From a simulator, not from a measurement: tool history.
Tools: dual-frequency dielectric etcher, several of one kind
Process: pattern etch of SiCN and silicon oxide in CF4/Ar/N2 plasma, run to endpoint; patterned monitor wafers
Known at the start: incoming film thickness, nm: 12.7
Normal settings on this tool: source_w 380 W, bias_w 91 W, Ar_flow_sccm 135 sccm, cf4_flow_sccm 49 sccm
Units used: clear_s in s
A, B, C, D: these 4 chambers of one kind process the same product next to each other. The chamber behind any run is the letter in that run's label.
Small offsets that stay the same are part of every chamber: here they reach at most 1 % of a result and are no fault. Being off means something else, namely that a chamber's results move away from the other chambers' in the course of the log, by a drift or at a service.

run   hour  source_w  bias_w  Ar_flow_sccm  cf4_flow_sccm  clear_s
 1D    9.7       380      91           135             49   17.499
 2C   16.5       380      91           135             49   17.601
 3B   28.1       380      91           135             49   17.447
 4A   37.2       380      91           135             49   17.260
 5B   42.8       380      91           135             49   17.426
 6A   52.7       380      91           135             49   17.300
 7C   58.0       380      91           135             49   17.398
      59.6  -- chamber C: wet clean of the chamber
 8D   63.8       380      91           135             49   17.213
 9A   74.1       380      91           164             49   17.696
10B   83.8       380      91           164             49   17.883
11C   95.5       380      91           164             49   18.175
12D  107.1       380      91           164             49   17.549
13B  114.7       380      91           135             49   17.024
14A  122.7       380     107           135             58   16.044
     127.8  -- chamber D: Ar flow controller replaced
15D  132.1       380     107           135             58   15.585
16C  138.0       380     107           135             58   16.051
17D  145.7       380     107           135             58   15.426
18B  151.3       380      91           135             49   17.459
     154.3  -- chamber B: wet clean of the chamber
19A  162.7       380      91           135             49   17.285
20C  171.8       380      91           135             49   17.356
21B  183.0       380      91           135             49   17.173
22C  190.5       380      91           135             49   17.806
23D  201.5       380      91           135             49   17.134
24A  208.3       380      91           135             49   17.477
25B  216.5       380      91           135             49   17.249
26D  227.6       380      91           135             49   17.041
27A  237.7       380      91           135             49   17.418
28C  247.8       380      91           135             49   17.372
29D  258.6       380      91           135             49   16.748
30B  270.5       380      91           135             49   17.326
31C  278.9       380      91           135             49   17.712
32A  284.2       380      91           135             49   17.428
     290.7  -- chamber B: Ar flow controller replaced
33C  294.1       380      91           135             49   17.588
34D  300.8       380      91           135             49   16.663
35B  308.8       430      91           158             49   15.714
36A  319.0       430      91           158             49   16.042

All chambers now run identical settings, listed one chamber a line with results as question marks. What results will each chamber show?
37A  327.6       310      91           135             49        ?
37B  327.6       310      91           135             49        ?
37C  327.6       310      91           135             49        ?
37D  327.6       310      91           135             49        ?

run  clear_s
37A   20.752
37B   20.560
37C   20.702
37D   19.702
